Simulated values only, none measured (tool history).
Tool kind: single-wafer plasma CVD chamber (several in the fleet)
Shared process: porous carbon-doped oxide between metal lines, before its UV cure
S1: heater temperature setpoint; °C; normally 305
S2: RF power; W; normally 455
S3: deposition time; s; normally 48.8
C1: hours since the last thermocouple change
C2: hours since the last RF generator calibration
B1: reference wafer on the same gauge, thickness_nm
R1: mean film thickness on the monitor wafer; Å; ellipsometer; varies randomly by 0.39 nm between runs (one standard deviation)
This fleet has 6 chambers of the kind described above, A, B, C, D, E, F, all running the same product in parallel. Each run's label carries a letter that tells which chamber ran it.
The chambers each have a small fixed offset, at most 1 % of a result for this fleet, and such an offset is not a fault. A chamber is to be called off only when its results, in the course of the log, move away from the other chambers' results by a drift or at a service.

run   hour   S1   S2    S3      C1      C2      B1      R1
 1A    7.2  305  455  48.8  1343.6   761.7  250.93    2396
 2B   14.8  305  455  48.8  2592.4   533.7  250.85  2376.9
 3C   21.7  305  455  48.8  1666.9     153   250.9  2360.8
 4E   35.6  305  455  48.8   194.6   586.4  250.86  2389.4
 5F   43.7  305  455  48.8  1456.2      59  250.88    2392
 6D   58.7  305  455  48.8    1103  1340.3  250.84  2385.7
      64.1  -- chamber C: thermocouple changed; heater temperature recalibrated
 7E   68.7  305  455  48.8   227.7   619.5  250.66  2382.4
 8F   83.2  305  455  48.8  1495.7    98.5   250.7  2390.9
 9C   96.7  305  455  48.8    32.7     228  250.58  2368.8
10A  105.2  305  455  48.8  1441.6   859.7  250.57  2391.4
11D  114.9  305  455  48.8  1159.2  1396.5  250.59  2384.9
12B  129.1  305  455  48.8  2706.7     648  250.42  2371.7
13F  138.9  305  455  48.8  1551.4   154.2  250.32  2385.4
14E  151.8  305  455  48.8   310.8   702.6  250.44  2386.8
15C  159.1  305  490  44.7    95.1   290.4  250.28  2271.5
16D  167.3  305  490  44.7  1211.6  1448.9  250.22  2297.9
17A  177.8  305  490  44.7  1514.2   932.3  250.36  2302.7
     188.4  -- chamber B: thermocouple changed; heater temperature recalibrated
18B  188.9  305  490  44.7     0.6   707.8   250.2  2286.5
     192.8  -- chamber A: RF generator calibrated
19A  196.2  305  490  44.7  1532.6     3.4  250.18  2305.6
20F  209.4  305  490  44.7  1621.9   224.7  250.19  2303.7
     222.4  -- chamber E: RF generator calibrated
21C  223.9  305  455  48.8   159.9   355.2     250  2359.2
22E  231.2  300  365  48.8   390.2     8.9     250  2043.8
23D  239.4  300  365  48.8  1283.7    1521  250.02  2062.4
24B  249.9  300  365  48.8    61.6   768.8  249.84  2041.3
25F  258.2  300  365  48.8  1670.7   273.5  249.85  2069.1
26C  272.7  300  365  48.8   208.7     404  249.75  2028.6
27A  284.9  300  365  48.8  1621.3    92.1  249.79  2049.6
28B  294.1  305  455  39.6   105.8     813  249.74  1930.3
29E  305.4  305  455  39.6   464.4    83.1  249.84  1936.5
30D  315.6  305  455  39.6  1359.9  1597.2  249.67  1937.8
31A  328.5  305  455  39.6  1664.9   135.7  249.55  1948.3
32F  338.6  305  455  39.6  1751.1   353.9  249.51  1938.2
33D  349.5  305  455  39.6  1393.8  1631.1  249.63    1938
34E  362.1  305  455  48.8   521.1   139.8  249.41  2374.8
35C  368.9  305  455  48.8   304.9   500.2  249.47  2351.2
36B  375.8  305  455  48.8   187.5   894.7  249.41  2357.4
37B  390.6  305  455  48.8   202.3   909.5  249.39  2362.4

For the next run the whole fleet of 6 chambers uses the same settings. Give each chamber's results:
38A  401.5  305  455  48.8               ?
38B  401.5  305  455  48.8               ?
38C  401.5  305  455  48.8               ?
38D  401.5  305  455  48.8               ?
38E  401.5  305  455  48.8               ?
38F  401.5  305  455  48.8               ?

run      R1
38A  2379.7
38B  2359.3
38C  2346.4
38D  2371.8
38E  2376.2
38F  2376.5
